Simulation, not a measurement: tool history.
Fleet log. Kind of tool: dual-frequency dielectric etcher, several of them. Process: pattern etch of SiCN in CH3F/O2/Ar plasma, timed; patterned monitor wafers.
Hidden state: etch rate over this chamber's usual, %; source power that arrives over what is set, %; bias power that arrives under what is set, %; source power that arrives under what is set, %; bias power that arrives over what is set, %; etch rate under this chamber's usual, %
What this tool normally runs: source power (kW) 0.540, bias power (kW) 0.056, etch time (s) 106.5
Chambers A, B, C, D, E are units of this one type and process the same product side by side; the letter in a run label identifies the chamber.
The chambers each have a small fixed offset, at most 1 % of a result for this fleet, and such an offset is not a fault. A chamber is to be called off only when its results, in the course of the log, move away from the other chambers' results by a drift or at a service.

| run | hour | source power (kW) | bias power (kW) | etch time (s) | hours since the last wet clean | hours since the last source power generator calibration | hours since the last bias power generator calibration | read-back reference wafer on the same gauge, depth_nm | mean etch depth across the wafer (Å) |
|---|---|---|---|---|---|---|---|---|---|
| 1D | 3.6 | 0.540 | 0.056 | 106.5 | 150.7 | 4045.8 | 1078.7 | 45.171 | 410.95 |
| 2A | 7.4 | 0.540 | 0.056 | 106.5 | 332.8 | 419.1 | 1592.4 | 45.099 | 415.04 |
| 3E | 9.9 | 0.540 | 0.056 | 106.5 | 240.9 | 534.2 | 3359.2 | 45.120 | 408.45 |
| 4B | 14.3 | 0.540 | 0.056 | 106.5 | 636.5 | 1416.6 | 971.7 | 45.083 | 411.94 |
|  | 14.6 | chamber B: wet clean of the chamber |
| 5C | 18.5 | 0.540 | 0.056 | 106.5 | 339.5 | 1749.5 | 1772.3 | 45.121 | 410.59 |
| 6C | 23.3 | 0.540 | 0.056 | 106.5 | 344.3 | 1754.3 | 1777.1 | 45.121 | 407.61 |
| 7A | 25.9 | 0.540 | 0.056 | 106.5 | 351.3 | 437.6 | 1610.9 | 45.116 | 411.10 |
| 8B | 28.5 | 0.540 | 0.056 | 106.5 | 14.0 | 1430.8 | 985.9 | 45.069 | 415.38 |
| 9D | 33.4 | 0.540 | 0.056 | 106.5 | 180.5 | 4075.6 | 1108.5 | 45.098 | 409.43 |
| 10E | 38.2 | 0.540 | 0.056 | 106.5 | 269.2 | 562.5 | 3387.5 | 45.106 | 410.40 |
| 11D | 43.0 | 0.540 | 0.056 | 106.5 | 190.1 | 4085.2 | 1118.1 | 45.115 | 412.44 |
| 12A | 46.8 | 0.540 | 0.056 | 106.5 | 372.2 | 458.5 | 1631.8 | 45.096 | 414.63 |
| 13C | 50.5 | 0.540 | 0.056 | 106.5 | 371.5 | 1781.5 | 1804.3 | 45.086 | 406.26 |
| 14E | 55.5 | 0.540 | 0.056 | 106.5 | 286.5 | 579.8 | 3404.8 | 45.107 | 403.50 |
| 15B | 58.8 | 0.540 | 0.056 | 106.5 | 44.3 | 1461.1 | 1016.2 | 45.075 | 412.80 |
| 16D | 61.9 | 0.540 | 0.056 | 106.5 | 209.0 | 4104.1 | 1137.0 | 45.058 | 409.66 |
| 17C | 67.1 | 0.540 | 0.056 | 106.5 | 388.1 | 1798.1 | 1820.9 | 45.138 | 408.83 |
|  | 69.8 | chamber C: wet clean of the chamber |
| 18E | 71.9 | 0.540 | 0.056 | 106.5 | 302.9 | 596.2 | 3421.2 | 45.123 | 413.19 |
| 19A | 74.5 | 0.540 | 0.056 | 106.5 | 399.9 | 486.2 | 1659.5 | 45.119 | 412.09 |
| 20B | 79.2 | 0.540 | 0.056 | 106.5 | 64.7 | 1481.5 | 1036.6 | 45.056 | 411.37 |
|  | 81.2 | chamber C: bias power generator calibrated |
| 21B | 83.7 | 0.540 | 0.043 | 131.0 | 69.2 | 1486.0 | 1041.1 | 45.061 | 470.25 |
| 22E | 86.6 | 0.540 | 0.043 | 131.0 | 317.6 | 610.9 | 3435.9 | 45.139 | 461.48 |
| 23A | 92.0 | 0.540 | 0.043 | 131.0 | 417.4 | 503.7 | 1677.0 | 45.080 | 468.35 |
| 24C | 97.2 | 0.540 | 0.043 | 131.0 | 27.4 | 1828.2 | 16.0 | 45.132 | 461.52 |
| 25D | 100.0 | 0.540 | 0.043 | 131.0 | 247.1 | 4142.2 | 1175.1 | 45.052 | 465.66 |
| 26A | 103.7 | 0.540 | 0.056 | 106.5 | 429.1 | 515.4 | 1688.7 | 45.053 | 414.73 |
| 27D | 107.8 | 0.540 | 0.056 | 106.5 | 254.9 | 4150.0 | 1182.9 | 45.113 | 411.75 |
| 28B | 113.0 | 0.540 | 0.056 | 106.5 | 98.5 | 1515.3 | 1070.4 | 45.102 | 412.86 |
|  | 115.6 | chamber A: wet clean of the chamber |
| 29C | 117.8 | 0.470 | 0.047 | 106.5 | 48.0 | 1848.8 | 36.6 | 45.091 | 368.70 |
| 30E | 121.3 | 0.470 | 0.047 | 106.5 | 352.3 | 645.6 | 3470.6 | 45.103 | 365.95 |
| 31B | 124.2 | 0.470 | 0.047 | 106.5 | 109.7 | 1526.5 | 1081.6 | 45.107 | 368.43 |
| 32D | 128.0 | 0.470 | 0.047 | 106.5 | 275.1 | 4170.2 | 1203.1 | 45.119 | 368.21 |
| 33A | 133.4 | 0.470 | 0.047 | 106.5 | 17.9 | 545.1 | 1718.4 | 45.078 | 368.85 |
| 34C | 137.8 | 0.540 | 0.062 | 117.5 | 68.0 | 1868.8 | 56.6 | 45.106 | 466.39 |
| 35E | 142.8 | 0.540 | 0.062 | 117.5 | 373.8 | 667.1 | 3492.1 | 45.049 | 467.30 |
| 36E | 146.9 | 0.540 | 0.062 | 117.5 | 377.9 | 671.2 | 3496.2 | 45.127 | 468.49 |
| 37A | 151.6 | 0.540 | 0.062 | 117.5 | 36.1 | 563.3 | 1736.6 | 45.090 | 465.97 |
| 38D | 155.3 | 0.540 | 0.062 | 117.5 | 302.4 | 4197.5 | 1230.4 | 45.112 | 470.10 |
| 39B | 159.1 | 0.540 | 0.069 | 106.5 | 144.6 | 1561.4 | 1116.5 | 45.103 | 443.30 |
| 40C | 162.8 | 0.540 | 0.069 | 106.5 | 93.0 | 1893.8 | 81.6 | 45.098 | 435.27 |
| 41C | 167.4 | 0.540 | 0.069 | 106.5 | 97.6 | 1898.4 | 86.2 | 45.049 | 437.45 |
| 42D | 170.7 | 0.540 | 0.069 | 106.5 | 317.8 | 4212.9 | 1245.8 | 45.096 | 443.82 |
| 43B | 174.7 | 0.540 | 0.069 | 106.5 | 160.2 | 1577.0 | 1132.1 | 45.100 | 443.14 |

Read the log: is a single chamber off, either drifting away or since a service, is the gauge that measures every chamber drifting, or is nothing wrong beyond small per-chamber offsets? Name any odd chamber and what most likely caused it.

Nothing is wrong: each chamber keeps only its own small, steady offset and the gauge holds still.

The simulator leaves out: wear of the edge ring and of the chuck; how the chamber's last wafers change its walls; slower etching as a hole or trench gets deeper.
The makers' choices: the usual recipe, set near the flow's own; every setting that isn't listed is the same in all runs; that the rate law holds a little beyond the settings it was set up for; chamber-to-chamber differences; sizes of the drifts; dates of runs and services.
